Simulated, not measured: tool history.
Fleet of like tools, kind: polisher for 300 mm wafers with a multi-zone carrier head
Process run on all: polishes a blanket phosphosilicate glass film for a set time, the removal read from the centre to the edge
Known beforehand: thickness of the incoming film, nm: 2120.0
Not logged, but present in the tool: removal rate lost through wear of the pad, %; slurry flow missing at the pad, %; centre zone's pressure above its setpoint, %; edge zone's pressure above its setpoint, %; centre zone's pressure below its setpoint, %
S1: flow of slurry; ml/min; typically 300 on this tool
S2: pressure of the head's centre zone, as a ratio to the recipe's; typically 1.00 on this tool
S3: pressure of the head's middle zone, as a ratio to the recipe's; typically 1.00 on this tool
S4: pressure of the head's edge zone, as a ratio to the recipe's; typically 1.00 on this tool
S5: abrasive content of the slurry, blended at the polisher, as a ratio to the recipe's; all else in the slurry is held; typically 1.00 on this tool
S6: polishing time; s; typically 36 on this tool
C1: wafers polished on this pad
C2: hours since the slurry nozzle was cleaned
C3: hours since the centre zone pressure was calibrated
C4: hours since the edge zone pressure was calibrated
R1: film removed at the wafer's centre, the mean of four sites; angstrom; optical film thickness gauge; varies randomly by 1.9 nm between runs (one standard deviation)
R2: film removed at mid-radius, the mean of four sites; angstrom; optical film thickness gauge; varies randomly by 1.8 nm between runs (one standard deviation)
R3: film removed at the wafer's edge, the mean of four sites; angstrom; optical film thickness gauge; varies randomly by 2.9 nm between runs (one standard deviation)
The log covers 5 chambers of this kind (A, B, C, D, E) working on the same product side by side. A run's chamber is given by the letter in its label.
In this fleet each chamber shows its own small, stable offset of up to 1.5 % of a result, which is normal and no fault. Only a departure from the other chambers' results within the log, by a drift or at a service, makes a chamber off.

{"run": "1C", "day": 0.2, "S1": 300, "S2": 1.0, "S3": 1.0, "S4": 1.0, "S5": 1.0, "S6": 36, "C1": 397, "C2": 8.5, "C3": 199.0, "C4": 63.7, "R1": 2100.3, "R2": 2095.7, "R3": 2036.7}
{"run": "2A", "day": 0.3, "S1": 300, "S2": 1.0, "S3": 1.0, "S4": 1.0, "S5": 1.0, "S6": 36, "C1": 139, "C2": 516.5, "C3": 268.3, "C4": 812.7, "R1": 2081.0, "R2": 2122.5, "R3": 2077.7}
{"day": 0.433, "done": "chamber D: worn pad replaced by a new one"}
{"run": "3D", "day": 0.433, "S1": 300, "S2": 1.0, "S3": 1.0, "S4": 1.0, "S5": 1.0, "S6": 36, "C1": 1, "C2": 211.5, "C3": 232.6, "C4": 638.5, "R1": 2120.8, "R2": 2068.9, "R3": 2118.0}
{"run": "4B", "day": 0.571, "S1": 300, "S2": 1.0, "S3": 1.0, "S4": 1.0, "S5": 1.0, "S6": 36, "C1": 478, "C2": 512.8, "C3": 222.0, "C4": 615.9, "R1": 2146.1, "R2": 2125.2, "R3": 2096.1}
{"run": "5E", "day": 0.771, "S1": 300, "S2": 1.0, "S3": 1.0, "S4": 1.0, "S5": 1.0, "S6": 36, "C1": 725, "C2": 31.6, "C3": 427.2, "C4": 427.3, "R1": 2095.3, "R2": 2097.4, "R3": 2089.2}
{"run": "6B", "day": 0.962, "S1": 300, "S2": 1.0, "S3": 0.96, "S4": 1.0, "S5": 0.85, "S6": 36, "C1": 598, "C2": 522.2, "C3": 231.4, "C4": 625.3, "R1": 1973.4, "R2": 1888.8, "R3": 1927.0}
{"run": "7A", "day": 1.121, "S1": 300, "S2": 1.0, "S3": 0.96, "S4": 1.0, "S5": 0.85, "S6": 36, "C1": 391, "C2": 536.2, "C3": 288.0, "C4": 832.4, "R1": 1947.0, "R2": 1864.9, "R3": 1927.5}
{"run": "8D", "day": 1.279, "S1": 300, "S2": 1.0, "S3": 0.96, "S4": 1.0, "S5": 0.85, "S6": 36, "C1": 260, "C2": 231.8, "C3": 252.9, "C4": 658.8, "R1": 1966.9, "R2": 1882.0, "R3": 1968.5}
{"day": 1.342, "done": "chamber E: worn pad replaced by a new one"}
{"run": "9E", "day": 1.429, "S1": 300, "S2": 1.0, "S3": 0.96, "S4": 1.0, "S5": 0.85, "S6": 36, "C1": 27, "C2": 47.4, "C3": 443.0, "C4": 443.1, "R1": 1954.6, "R2": 1896.4, "R3": 1969.5}
{"day": 1.525, "done": "chamber C: worn pad replaced by a new one"}
{"run": "10C", "day": 1.575, "S1": 300, "S2": 1.0, "S3": 0.96, "S4": 1.0, "S5": 0.85, "S6": 36, "C1": 16, "C2": 41.5, "C3": 232.0, "C4": 96.7, "R1": 1944.3, "R2": 1862.8, "R3": 1961.0}
{"run": "11D", "day": 1.762, "S1": 300, "S2": 1.0, "S3": 1.0, "S4": 1.0, "S5": 1.0, "S6": 36, "C1": 409, "C2": 243.4, "C3": 264.5, "C4": 670.4, "R1": 2130.9, "R2": 2094.4, "R3": 2074.6}
{"run": "12B", "day": 1.925, "S1": 390, "S2": 1.09, "S3": 1.0, "S4": 1.0, "S5": 1.0, "S6": 36, "C1": 893, "C2": 545.3, "C3": 254.5, "C4": 648.4, "R1": 2381.3, "R2": 2165.6, "R3": 2157.9}
{"run": "13C", "day": 2.092, "S1": 390, "S2": 1.09, "S3": 1.0, "S4": 1.0, "S5": 1.0, "S6": 36, "C1": 175, "C2": 53.9, "C3": 244.4, "C4": 109.1, "R1": 2291.9, "R2": 2107.2, "R3": 2161.1}
{"run": "14A", "day": 2.188, "S1": 390, "S2": 1.09, "S3": 1.0, "S4": 1.0, "S5": 1.0, "S6": 36, "C1": 718, "C2": 561.8, "C3": 313.6, "C4": 858.0, "R1": 2400.2, "R2": 2120.2, "R3": 2198.4}
{"run": "15E", "day": 2.288, "S1": 390, "S2": 1.09, "S3": 1.0, "S4": 1.0, "S5": 1.0, "S6": 36, "C1": 291, "C2": 68.0, "C3": 463.6, "C4": 463.7, "R1": 2383.4, "R2": 2126.9, "R3": 2144.4}
{"run": "16C", "day": 2.479, "S1": 390, "S2": 1.09, "S3": 1.0, "S4": 1.0, "S5": 1.0, "S6": 36, "C1": 294, "C2": 63.2, "C3": 253.7, "C4": 118.4, "R1": 2351.1, "R2": 2183.9, "R3": 2149.6}
{"day": 2.604, "done": "chamber D: slurry nozzle cleaned"}
{"run": "17A", "day": 2.629, "S1": 300, "S2": 1.0, "S3": 1.0, "S4": 1.1, "S5": 0.75, "S6": 36, "C1": 854, "C2": 572.4, "C3": 324.2, "C4": 868.6, "R1": 1837.8, "R2": 1815.0, "R3": 1976.9}
{"day": 2.788, "done": "chamber B: worn pad replaced by a new one"}
{"run": "18B", "day": 2.833, "S1": 300, "S2": 1.0, "S3": 1.0, "S4": 1.1, "S5": 0.75, "S6": 36, "C1": 15, "C2": 567.1, "C3": 276.3, "C4": 670.2, "R1": 1860.4, "R2": 1852.3, "R3": 1983.9}
{"run": "19E", "day": 2.958, "S1": 300, "S2": 1.0, "S3": 1.0, "S4": 1.1, "S5": 0.75, "S6": 36, "C1": 497, "C2": 84.1, "C3": 479.7, "C4": 479.8, "R1": 1835.3, "R2": 1859.1, "R3": 1978.3}
{"run": "20D", "day": 3.117, "S1": 300, "S2": 1.0, "S3": 1.0, "S4": 1.1, "S5": 0.75, "S6": 36, "C1": 824, "C2": 12.3, "C3": 297.0, "C4": 702.9, "R1": 1852.3, "R2": 1840.3, "R3": 1918.8}
{"day": 3.121, "done": "chamber A: worn pad replaced by a new one"}
{"run": "21D", "day": 3.225, "S1": 300, "S2": 1.0, "S3": 1.0, "S4": 1.1, "S5": 0.75, "S6": 36, "C1": 858, "C2": 14.9, "C3": 299.6, "C4": 705.5, "R1": 1811.8, "R2": 1844.3, "R3": 1903.8}
{"day": 3.35, "done": "chamber B: edge zone pressure recalibrated"}
{"run": "22A", "day": 3.396, "S1": 300, "S2": 1.0, "S3": 1.0, "S4": 1.0, "S5": 1.0, "S6": 36, "C1": 85, "C2": 590.8, "C3": 342.6, "C4": 887.0, "R1": 2053.2, "R2": 2090.8, "R3": 2101.5}
{"run": "23B", "day": 3.575, "S1": 300, "S2": 1.0, "S3": 1.0, "S4": 1.0, "S5": 1.0, "S6": 36, "C1": 242, "C2": 584.9, "C3": 294.1, "C4": 5.4, "R1": 2151.4, "R2": 2116.4, "R3": 2143.2}
{"day": 3.729, "done": "chamber D: worn pad replaced by a new one"}
{"run": "24C", "day": 3.729, "S1": 300, "S2": 1.0, "S3": 1.0, "S4": 1.0, "S5": 1.0, "S6": 36, "C1": 677, "C2": 93.2, "C3": 283.7, "C4": 148.4, "R1": 2039.7, "R2": 2075.6, "R3": 2059.3}
{"run": "25E", "day": 3.883, "S1": 300, "S2": 1.0, "S3": 1.0, "S4": 1.0, "S5": 1.0, "S6": 36, "C1": 781, "C2": 106.3, "C3": 501.9, "C4": 502.0, "R1": 2093.4, "R2": 2148.6, "R3": 2135.6}
{"run": "26D", "day": 4.075, "S1": 300, "S2": 1.0, "S3": 1.0, "S4": 1.0, "S5": 1.0, "S6": 36, "C1": 106, "C2": 35.3, "C3": 320.0, "C4": 725.9, "R1": 2146.5, "R2": 2088.0, "R3": 2074.3}
{"day": 4.133, "done": "chamber C: worn pad replaced by a new one"}
{"run": "27C", "day": 4.217, "S1": 300, "S2": 1.0, "S3": 1.0, "S4": 1.0, "S5": 1.0, "S6": 36, "C1": 26, "C2": 104.9, "C3": 295.4, "C4": 160.1, "R1": 1993.9, "R2": 2096.9, "R3": 2139.0}
{"run": "28E", "day": 4.346, "S1": 300, "S2": 1.0, "S3": 1.0, "S4": 1.0, "S5": 1.0, "S6": 36, "C1": 923, "C2": 117.4, "C3": 513.0, "C4": 513.1, "R1": 2097.5, "R2": 2089.2, "R3": 2098.3}
{"run": "29B", "day": 4.538, "S1": 300, "S2": 1.0, "S3": 1.0, "S4": 1.0, "S5": 1.0, "S6": 36, "C1": 538, "C2": 608.0, "C3": 317.2, "C4": 28.5, "R1": 2134.7, "R2": 2125.8, "R3": 2147.5}
{"run": "30A", "day": 4.721, "S1": 270, "S2": 1.0, "S3": 1.0, "S4": 1.0, "S5": 1.0, "S6": 36, "C1": 492, "C2": 622.6, "C3": 374.4, "C4": 918.8, "R1": 2065.3, "R2": 2072.7, "R3": 2145.7}
{"run": "31B", "day": 4.867, "S1": 270, "S2": 1.0, "S3": 1.0, "S4": 1.0, "S5": 1.0, "S6": 36, "C1": 639, "C2": 615.9, "C3": 325.1, "C4": 36.4, "R1": 2121.4, "R2": 2052.3, "R3": 2051.9}
{"run": "32A", "day": 5.054, "S1": 270, "S2": 1.0, "S3": 1.0, "S4": 1.0, "S5": 1.0, "S6": 36, "C1": 594, "C2": 630.6, "C3": 382.4, "C4": 926.8, "R1": 2085.6, "R2": 2080.1, "R3": 2068.2}
{"run": "33D", "day": 5.158, "S1": 270, "S2": 1.0, "S3": 1.0, "S4": 1.0, "S5": 1.0, "S6": 36, "C1": 439, "C2": 61.3, "C3": 346.0, "C4": 751.9, "R1": 2115.2, "R2": 2085.7, "R3": 2115.2}

Decide between three cases: one chamber stands off from its peers, the gauge reading all wafers drifts, or nothing is wrong past each chamber's small offset. Where a chamber is off, say which and what most likely put it there.

It is chamber C that slowly wanders off from its peers.
Cause: centre zone's pressure below its setpoint, % = 6.04.

Here are 4 candidates for chamber C's next run, each the usual settings with a change, their results left as question marks. Which one brings its results back in line with what the others give on the usual settings?
Maximum distance from the other chambers' mean on the usual settings for a result to count as in line: R1 66.0 angstrom; R2 63.0 angstrom; R3 100.0 angstrom
{"run": "34C-1", "day": 5.304, "S1": 305, "S2": 1.05, "S3": 0.98, "S4": 0.99, "S5": 1.0, "S6": 37, "R1": "?", "R2": "?", "R3": "?"}
{"run": "34C-2", "day": 5.304, "S1": 300, "S2": 1.01, "S3": 1.0, "S4": 1.0, "S5": 1.0, "S6": 36, "R1": "?", "R2": "?", "R3": "?"}
{"run": "34C-3", "day": 5.304, "S1": 295, "S2": 0.95, "S3": 1.02, "S4": 1.01, "S5": 1.0, "S6": 35, "R1": "?", "R2": "?", "R3": "?"}
{"run": "34C-4", "day": 5.304, "S1": 300, "S2": 0.99, "S3": 1.0, "S4": 1.0, "S5": 1.0, "S6": 36, "R1": "?", "R2": "?", "R3": "?"}

Average result of the remaining chambers running the usual settings: R1 2113.4 angstrom; R2 2108.8 angstrom; R3 2118.2 angstrom
run=34C-1 R1=2141.7 R2=2118.1 R3=2154.1
run=34C-2 R1=1993.8 R2=2097.1 R3=2103.9
run=34C-3 R1=1808.9 R2=2074.1 R3=2053.2
run=34C-4 R1=1950.4 R2=2097.3 R3=2103.9
The right change is 34C-1: it brings the chamber back within the allowed miss of the others.
